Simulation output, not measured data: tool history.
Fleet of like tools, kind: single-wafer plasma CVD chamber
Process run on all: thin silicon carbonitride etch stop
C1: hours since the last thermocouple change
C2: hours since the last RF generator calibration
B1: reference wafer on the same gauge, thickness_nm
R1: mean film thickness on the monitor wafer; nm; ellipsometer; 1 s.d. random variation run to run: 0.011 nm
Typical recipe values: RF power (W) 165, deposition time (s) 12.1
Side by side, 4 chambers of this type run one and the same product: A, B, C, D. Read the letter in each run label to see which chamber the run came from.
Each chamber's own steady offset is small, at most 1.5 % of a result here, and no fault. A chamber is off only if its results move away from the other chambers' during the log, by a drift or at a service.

run 1C hour=6.7 | RF_power_(W)=165 deposition_time_(s)=12.1 | C1=637.7 C2=422.3 | B1=6.4806 | R1=6.4931
run 2B hour=10.9 | RF_power_(W)=165 deposition_time_(s)=12.1 | C1=1326.3 C2=1251.9 | B1=6.4748 | R1=6.5866
run 3A hour=15.5 | RF_power_(W)=165 deposition_time_(s)=12.1 | C1=1030.8 C2=775.7 | B1=6.4742 | R1=6.5626
run 4D hour=19.9 | RF_power_(W)=165 deposition_time_(s)=12.1 | C1=439.2 C2=96.8 | B1=6.4745 | R1=6.499
run 5D hour=27.7 | RF_power_(W)=195 deposition_time_(s)=12.1 | C1=447 C2=104.6 | B1=6.474 | R1=6.8277
run 6C hour=33.4 | RF_power_(W)=195 deposition_time_(s)=12.1 | C1=664.4 C2=449 | B1=6.4742 | R1=6.8341
run 7A hour=37.4 | RF_power_(W)=195 deposition_time_(s)=12.1 | C1=1052.7 C2=797.6 | B1=6.4682 | R1=6.8851
run 8B hour=41.9 | RF_power_(W)=195 deposition_time_(s)=12.1 | C1=1357.3 C2=1282.9 | B1=6.471 | R1=6.908
run 9B hour=45.6 | RF_power_(W)=165 deposition_time_(s)=12.1 | C1=1361 C2=1286.6 | B1=6.4679 | R1=6.5553
-- hour=49 chamber B: RF generator calibrated
run 10C hour=51.5 | RF_power_(W)=165 deposition_time_(s)=12.1 | C1=682.5 C2=467.1 | B1=6.4697 | R1=6.4808
run 11A hour=57.4 | RF_power_(W)=165 deposition_time_(s)=12.1 | C1=1072.7 C2=817.6 | B1=6.4689 | R1=6.5728
run 12D hour=64.6 | RF_power_(W)=165 deposition_time_(s)=12.1 | C1=483.9 C2=141.5 | B1=6.4653 | R1=6.5033
run 13C hour=69.5 | RF_power_(W)=165 deposition_time_(s)=12.1 | C1=700.5 C2=485.1 | B1=6.4695 | R1=6.4485
run 14D hour=75.4 | RF_power_(W)=165 deposition_time_(s)=12.1 | C1=494.7 C2=152.3 | B1=6.467 | R1=6.5011
run 15A hour=81.6 | RF_power_(W)=165 deposition_time_(s)=12.1 | C1=1096.9 C2=841.8 | B1=6.4632 | R1=6.5441
run 16B hour=86.2 | RF_power_(W)=165 deposition_time_(s)=12.1 | C1=1401.6 C2=37.2 | B1=6.4601 | R1=6.562
run 17B hour=92 | RF_power_(W)=165 deposition_time_(s)=12.1 | C1=1407.4 C2=43 | B1=6.4591 | R1=6.5594
run 18A hour=97.2 | RF_power_(W)=165 deposition_time_(s)=12.1 | C1=1112.5 C2=857.4 | B1=6.4573 | R1=6.5639
-- hour=101.9 chamber A: thermocouple changed; heater temperature recalibrated
run 19C hour=104.3 | RF_power_(W)=165 deposition_time_(s)=12.1 | C1=735.3 C2=519.9 | B1=6.4573 | R1=6.4515
run 20D hour=109.1 | RF_power_(W)=165 deposition_time_(s)=12.1 | C1=528.4 C2=186 | B1=6.4549 | R1=6.4639
run 21C hour=116.1 | RF_power_(W)=165 deposition_time_(s)=12.1 | C1=747.1 C2=531.7 | B1=6.4566 | R1=6.456
run 22D hour=123.2 | RF_power_(W)=165 deposition_time_(s)=12.1 | C1=542.5 C2=200.1 | B1=6.4528 | R1=6.4776
run 23A hour=129.6 | RF_power_(W)=150 deposition_time_(s)=11.2 | C1=27.7 C2=889.8 | B1=6.451 | R1=5.8677
run 24B hour=133.7 | RF_power_(W)=150 deposition_time_(s)=11.2 | C1=1449.1 C2=84.7 | B1=6.4465 | R1=5.9045
run 25B hour=138.8 | RF_power_(W)=150 deposition_time_(s)=11.2 | C1=1454.2 C2=89.8 | B1=6.449 | R1=5.8999
run 26D hour=146.3 | RF_power_(W)=150 deposition_time_(s)=11.2 | C1=565.6 C2=223.2 | B1=6.4457 | R1=5.8224
run 27C hour=153.7 | RF_power_(W)=165 deposition_time_(s)=12.1 | C1=784.7 C2=569.3 | B1=6.4445 | R1=6.4557
run 28A hour=159.3 | RF_power_(W)=165 deposition_time_(s)=13.6 | C1=57.4 C2=919.5 | B1=6.4423 | R1=7.3572
run 29D hour=163 | RF_power_(W)=165 deposition_time_(s)=13.6 | C1=582.3 C2=239.9 | B1=6.442 | R1=7.2618
run 30C hour=170.2 | RF_power_(W)=165 deposition_time_(s)=13.6 | C1=801.2 C2=585.8 | B1=6.4417 | R1=7.2566
run 31A hour=177.8 | RF_power_(W)=165 deposition_time_(s)=13.6 | C1=75.9 C2=938 | B1=6.4433 | R1=7.3162
run 32B hour=182.1 | RF_power_(W)=165 deposition_time_(s)=12.1 | C1=1497.5 C2=133.1 | B1=6.4391 | R1=6.5686
run 33B hour=188.7 | RF_power_(W)=165 deposition_time_(s)=12.1 | C1=1504.1 C2=139.7 | B1=6.4376 | R1=6.5555
run 34C hour=192.9 | RF_power_(W)=165 deposition_time_(s)=12.1 | C1=823.9 C2=608.5 | B1=6.4359 | R1=6.4526
run 35D hour=197.2 | RF_power_(W)=165 deposition_time_(s)=12.1 | C1=616.5 C2=274.1 | B1=6.4351 | R1=6.4632
run 36A hour=200.7 | RF_power_(W)=165 deposition_time_(s)=12.1 | C1=98.8 C2=960.9 | B1=6.4361 | R1=6.5116

One chamber off, gauge drift, or nothing amiss beyond the chambers' own small offsets? If it is a chamber, which one, and what is the likeliest cause?

No chamber is off; the gauge reading every chamber's wafers drifts, which makes the whole fleet appear to move together.
Cause: gauge reads low (%) = 0.708.
